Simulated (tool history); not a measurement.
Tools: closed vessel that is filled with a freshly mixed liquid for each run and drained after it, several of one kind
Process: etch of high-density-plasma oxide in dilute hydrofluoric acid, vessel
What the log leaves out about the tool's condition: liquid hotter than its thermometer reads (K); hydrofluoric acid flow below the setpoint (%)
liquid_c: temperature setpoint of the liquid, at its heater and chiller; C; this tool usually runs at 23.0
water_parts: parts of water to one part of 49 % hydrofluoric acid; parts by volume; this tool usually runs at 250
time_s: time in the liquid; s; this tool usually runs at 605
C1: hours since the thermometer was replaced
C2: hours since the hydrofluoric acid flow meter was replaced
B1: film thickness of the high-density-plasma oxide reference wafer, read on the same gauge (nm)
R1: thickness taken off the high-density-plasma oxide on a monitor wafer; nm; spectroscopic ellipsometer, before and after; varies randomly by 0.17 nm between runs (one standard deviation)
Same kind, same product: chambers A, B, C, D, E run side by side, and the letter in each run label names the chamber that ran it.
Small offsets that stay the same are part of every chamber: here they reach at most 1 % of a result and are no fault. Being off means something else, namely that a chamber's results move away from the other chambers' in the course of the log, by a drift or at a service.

run 1D day=0.233 | liquid_c=23.0 water_parts=250 time_s=605 | C1=89.7 C2=484.6 | B1=130.00 | R1=20.232
run 2C day=0.404 | liquid_c=23.0 water_parts=250 time_s=605 | C1=1829.0 C2=71.8 | B1=130.00 | R1=19.978
run 3A day=0.554 | liquid_c=23.0 water_parts=250 time_s=605 | C1=362.0 C2=197.3 | B1=129.99 | R1=19.365
run 4B day=0.800 | liquid_c=23.0 water_parts=250 time_s=605 | C1=458.9 C2=137.9 | B1=130.01 | R1=19.837
run 5E day=0.962 | liquid_c=23.0 water_parts=250 time_s=605 | C1=510.9 C2=424.8 | B1=129.98 | R1=19.503
run 6C day=1.188 | liquid_c=23.0 water_parts=250 time_s=760 | C1=1847.8 C2=90.6 | B1=129.99 | R1=25.036
run 7D day=1.371 | liquid_c=23.0 water_parts=250 time_s=760 | C1=117.0 C2=511.9 | B1=130.01 | R1=24.708
run 8B day=1.642 | liquid_c=23.0 water_parts=250 time_s=760 | C1=479.1 C2=158.1 | B1=130.01 | R1=24.605
run 9A day=1.925 | liquid_c=23.0 water_parts=250 time_s=760 | C1=394.9 C2=230.2 | B1=129.96 | R1=24.672
run 10E day=2.104 | liquid_c=23.0 water_parts=250 time_s=760 | C1=538.3 C2=452.2 | B1=129.98 | R1=24.593
run 11A day=2.279 | liquid_c=23.0 water_parts=250 time_s=605 | C1=403.4 C2=238.7 | B1=129.99 | R1=19.619
run 12D day=2.458 | liquid_c=23.0 water_parts=250 time_s=880 | C1=143.1 C2=538.0 | B1=129.99 | R1=28.849
run 13E day=2.596 | liquid_c=23.0 water_parts=250 time_s=880 | C1=550.1 C2=464.0 | B1=129.98 | R1=29.244
run 14C day=2.808 | liquid_c=23.0 water_parts=250 time_s=880 | C1=1886.7 C2=129.5 | B1=129.96 | R1=29.488
run 15B day=3.088 | liquid_c=23.0 water_parts=250 time_s=880 | C1=513.8 C2=192.8 | B1=129.99 | R1=28.841
run 16B day=3.375 | liquid_c=23.0 water_parts=250 time_s=880 | C1=520.7 C2=199.7 | B1=130.03 | R1=28.856
run 17C day=3.533 | liquid_c=23.0 water_parts=145 time_s=605 | C1=1904.1 C2=146.9 | B1=130.01 | R1=37.339
run 18A day=3.658 | liquid_c=23.0 water_parts=145 time_s=605 | C1=436.5 C2=271.8 | B1=130.01 | R1=37.261
run 19D day=3.804 | liquid_c=23.0 water_parts=145 time_s=605 | C1=175.4 C2=570.3 | B1=129.97 | R1=37.369
run 20E day=4.054 | liquid_c=23.0 water_parts=145 time_s=605 | C1=585.1 C2=499.0 | B1=129.99 | R1=37.524
run 21A day=4.246 | liquid_c=23.0 water_parts=145 time_s=605 | C1=450.6 C2=285.9 | B1=129.97 | R1=37.881
run 22D day=4.458 | liquid_c=23.0 water_parts=250 time_s=605 | C1=191.1 C2=586.0 | B1=130.00 | R1=19.412
run 23E day=4.742 | liquid_c=23.0 water_parts=150 time_s=605 | C1=601.6 C2=515.5 | B1=130.00 | R1=36.004
run 24B day=4.962 | liquid_c=23.0 water_parts=150 time_s=605 | C1=558.8 C2=237.8 | B1=130.00 | R1=36.936
run 25C day=5.100 | liquid_c=23.0 water_parts=150 time_s=605 | C1=1941.7 C2=184.5 | B1=130.01 | R1=36.292
run 26D day=5.354 | liquid_c=23.0 water_parts=150 time_s=605 | C1=212.6 C2=607.5 | B1=129.97 | R1=36.425
run 27C day=5.525 | liquid_c=23.0 water_parts=150 time_s=605 | C1=1951.9 C2=194.7 | B1=129.97 | R1=35.857
run 28A day=5.675 | liquid_c=23.0 water_parts=250 time_s=605 | C1=484.9 C2=320.2 | B1=130.00 | R1=19.876
run 29E day=5.908 | liquid_c=23.0 water_parts=250 time_s=605 | C1=629.6 C2=543.5 | B1=129.99 | R1=19.423
run 30B day=6.154 | liquid_c=23.0 water_parts=250 time_s=605 | C1=587.4 C2=266.4 | B1=130.02 | R1=20.109
run 31A day=6.438 | liquid_c=23.0 water_parts=250 time_s=605 | C1=503.2 C2=338.5 | B1=129.99 | R1=19.726
run 32E day=6.721 | liquid_c=27.0 water_parts=250 time_s=605 | C1=649.1 C2=563.0 | B1=129.99 | R1=22.385
run 33D day=6.883 | liquid_c=27.0 water_parts=250 time_s=605 | C1=249.3 C2=644.2 | B1=130.03 | R1=22.774
run 34C day=7.146 | liquid_c=27.0 water_parts=250 time_s=605 | C1=1990.8 C2=233.6 | B1=129.97 | R1=22.750
run 35B day=7.304 | liquid_c=27.0 water_parts=250 time_s=605 | C1=615.0 C2=294.0 | B1=130.01 | R1=22.465
run 36A day=7.583 | liquid_c=27.0 water_parts=250 time_s=605 | C1=530.7 C2=366.0 | B1=130.00 | R1=22.796
run 37D day=7.854 | liquid_c=23.0 water_parts=250 time_s=605 | C1=272.6 C2=667.5 | B1=129.98 | R1=19.695
run 38B day=8.012 | liquid_c=23.0 water_parts=250 time_s=605 | C1=632.0 C2=311.0 | B1=130.02 | R1=19.594
run 39C day=8.154 | liquid_c=26.0 water_parts=170 time_s=605 | C1=2015.0 C2=257.8 | B1=130.02 | R1=35.424

All 5 chambers run these settings next. Forecast each chamber's results:
run 40A day=8.358 | liquid_c=27.5 water_parts=250 time_s=605 | R1=?
run 40B day=8.358 | liquid_c=27.5 water_parts=250 time_s=605 | R1=?
run 40C day=8.358 | liquid_c=27.5 water_parts=250 time_s=605 | R1=?
run 40D day=8.358 | liquid_c=27.5 water_parts=250 time_s=605 | R1=?
run 40E day=8.358 | liquid_c=27.5 water_parts=250 time_s=605 | R1=?

run=40A R1=22.893
run=40B R1=22.834
run=40C R1=23.192
run=40D R1=23.309
run=40E R1=22.829
